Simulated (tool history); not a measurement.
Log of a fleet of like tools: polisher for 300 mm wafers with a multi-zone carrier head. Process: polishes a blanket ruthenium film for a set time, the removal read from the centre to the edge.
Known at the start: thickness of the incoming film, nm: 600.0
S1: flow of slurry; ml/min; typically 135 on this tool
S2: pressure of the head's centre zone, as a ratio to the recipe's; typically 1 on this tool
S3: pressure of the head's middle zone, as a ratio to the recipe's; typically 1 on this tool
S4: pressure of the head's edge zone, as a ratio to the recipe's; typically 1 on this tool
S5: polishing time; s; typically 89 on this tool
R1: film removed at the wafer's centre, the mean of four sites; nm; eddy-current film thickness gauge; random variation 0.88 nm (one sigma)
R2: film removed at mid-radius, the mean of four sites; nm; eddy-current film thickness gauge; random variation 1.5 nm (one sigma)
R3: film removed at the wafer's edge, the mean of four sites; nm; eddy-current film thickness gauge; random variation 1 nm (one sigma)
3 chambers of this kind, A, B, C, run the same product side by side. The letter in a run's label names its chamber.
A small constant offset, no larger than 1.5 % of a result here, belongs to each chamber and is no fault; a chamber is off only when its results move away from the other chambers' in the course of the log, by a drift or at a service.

run 1A day=0.325 | S1=135 S2=1 S3=1 S4=1 S5=89 | R1=137.69 R2=140.38 R3=137.54
run 2C day=0.638 | S1=135 S2=1 S3=1 S4=1 S5=89 | R1=136.64 R2=136.67 R3=139.62
-- day=0.75 chamber B: worn pad replaced by a new one
run 3B day=1.004 | S1=135 S2=1 S3=1 S4=1 S5=89 | R1=137.34 R2=139.07 R3=137.04
run 4A day=1.304 | S1=135 S2=1 S3=1 S4=1 S5=89 | R1=138.72 R2=138.84 R3=136.63
run 5C day=1.538 | S1=135 S2=1 S3=1 S4=1 S5=89 | R1=138.51 R2=134.69 R3=137.57
run 6B day=1.854 | S1=135 S2=1 S3=1 S4=1 S5=89 | R1=137.63 R2=137.11 R3=137.87
run 7A day=2.233 | S1=135 S2=1 S3=0.93 S4=1.12 S5=89 | R1=138.48 R2=129.68 R3=145.26
run 8C day=2.512 | S1=135 S2=1 S3=0.93 S4=1.12 S5=89 | R1=136.85 R2=126.91 R3=149.11
run 9B day=2.883 | S1=135 S2=1 S3=0.93 S4=1.12 S5=89 | R1=137.24 R2=128.61 R3=145.06
run 10A day=3.154 | S1=135 S2=1 S3=1 S4=1 S5=89 | R1=138.21 R2=137.1 R3=137.33
-- day=3.321 chamber C: worn pad replaced by a new one
run 11B day=3.433 | S1=135 S2=1 S3=1.1 S4=0.9 S5=89 | R1=137.67 R2=151.84 R3=127.66
run 12C day=3.717 | S1=135 S2=1 S3=1.1 S4=0.9 S5=89 | R1=137.51 R2=150.83 R3=131.15
-- day=4.029 chamber B: edge zone pressure recalibrated
run 13A day=4.033 | S1=135 S2=1 S3=1.1 S4=0.9 S5=89 | R1=138.83 R2=153.12 R3=128.88
-- day=4.167 chamber B: slurry nozzle cleaned
run 14B day=4.225 | S1=135 S2=1 S3=1 S4=1 S5=89 | R1=136.03 R2=138.1 R3=135.19
-- day=4.275 chamber A: worn pad replaced by a new one
run 15C day=4.496 | S1=135 S2=1 S3=1 S4=1 S5=89 | R1=136.34 R2=140.82 R3=138.72
-- day=4.754 chamber A: centre zone pressure recalibrated
run 16B day=4.85 | S1=135 S2=1 S3=1 S4=1 S5=89 | R1=138.22 R2=138.42 R3=137.32
-- day=4.958 chamber B: worn pad replaced by a new one
run 17A day=5.217 | S1=135 S2=1 S3=1 S4=1 S5=89 | R1=146.96 R2=139.36 R3=138.39
run 18C day=5.496 | S1=135 S2=1 S3=1 S4=1 S5=89 | R1=138.99 R2=136.12 R3=137.27
-- day=5.612 chamber A: slurry nozzle cleaned
run 19A day=5.808 | S1=135 S2=1 S3=1 S4=1 S5=89 | R1=146.58 R2=137.45 R3=137.95
run 20B day=6.096 | S1=135 S2=1 S3=1 S4=1 S5=89 | R1=137.88 R2=138.14 R3=136.94
run 21C day=6.442 | S1=135 S2=1 S3=1 S4=1 S5=89 | R1=139.04 R2=136.69 R3=138.39
run 22A day=6.688 | S1=135 S2=1 S3=1 S4=1 S5=89 | R1=147.15 R2=140.44 R3=136.58
run 23B day=6.858 | S1=135 S2=1 S3=1 S4=1 S5=89 | R1=138.14 R2=138.2 R3=135.93
run 24C day=7.125 | S1=135 S2=1 S3=1 S4=1 S5=89 | R1=138.24 R2=137.89 R3=138.82
run 25A day=7.462 | S1=135 S2=1 S3=1 S4=1 S5=89 | R1=146.96 R2=140.77 R3=136.49
run 26C day=7.729 | S1=135 S2=1 S3=1 S4=1 S5=89 | R1=137.51 R2=137.89 R3=138.67
run 27B day=8.108 | S1=135 S2=1 S3=1 S4=1 S5=89 | R1=139.18 R2=135.44 R3=137.18
run 28C day=8.429 | S1=135 S2=1 S3=1 S4=1 S5=89 | R1=137.81 R2=134.42 R3=139.68
run 29B day=8.704 | S1=135 S2=1 S3=1 S4=1 S5=89 | R1=138.82 R2=137.88 R3=137.33
run 30A day=9.025 | S1=135 S2=1 S3=1 S4=1 S5=89 | R1=148.6 R2=138.13 R3=136.98
-- day=9.325 chamber B: worn pad replaced by a new one
run 31C day=9.383 | S1=135 S2=1 S3=1 S4=1 S5=89 | R1=136.26 R2=136.48 R3=139.6
run 32B day=9.721 | S1=135 S2=1 S3=1 S4=1 S5=89 | R1=136.14 R2=137.14 R3=138.23
run 33A day=9.933 | S1=135 S2=1 S3=1 S4=1 S5=89 | R1=146.93 R2=136.84 R3=137.12
-- day=10.058 chamber A: worn pad replaced by a new one
run 34A day=10.246 | S1=135 S2=1 S3=1 S4=1 S5=89 | R1=148.06 R2=137.07 R3=137.49
run 35B day=10.5 | S1=135 S2=1 S3=1 S4=1 S5=89 | R1=136.95 R2=136.43 R3=136.54
run 36C day=10.729 | S1=135 S2=1 S3=1 S4=1 S5=89 | R1=136.21 R2=136.04 R3=138.02

Is one chamber out of step, is the gauge drifting, or do the chambers differ by no more than their own small offsets? For an off chamber, give its letter and the likeliest cause.

A service on chamber A put it out of line with the rest.
Likeliest cause: centre zone's pressure above its setpoint, % = 6.38.

Which of the 4 candidates below, each the usual settings with something changed and its results left as question marks, puts chamber A back in line with what the other chambers give on the usual settings?
A result is in line if it is within this distance of the other chambers' mean on the usual settings: R1 3.1 nm; R2 5.4 nm; R3 3.6 nm
run 37A-1 day=11.004 | S1=145 S2=1.12 S3=1.01 S4=0.94 S5=91 | R1=? R2=? R3=?
run 37A-2 day=11.004 | S1=125 S2=0.89 S3=1 S4=1.05 S5=88 | R1=? R2=? R3=?
run 37A-3 day=11.004 | S1=130 S2=0.95 S3=1 S4=1.02 S5=88 | R1=? R2=? R3=?
run 37A-4 day=11.004 | S1=140 S2=1.05 S3=1 S4=0.98 S5=90 | R1=? R2=? R3=?

Usual-settings mean across the other chambers: R1 137.58 nm; R2 136.81 nm; R3 137.61 nm
run=37A-1 R1=173.83 R2=145.99 R3=138.26
run=37A-2 R1=126.77 R2=135.76 R3=138.62
run=37A-3 R1=137.37 R2=136.9 R3=137.33
run=37A-4 R1=159.2 R2=142.12 R3=139.04
The answer is 37A-3, which returns the chamber to within the allowed miss of the others.
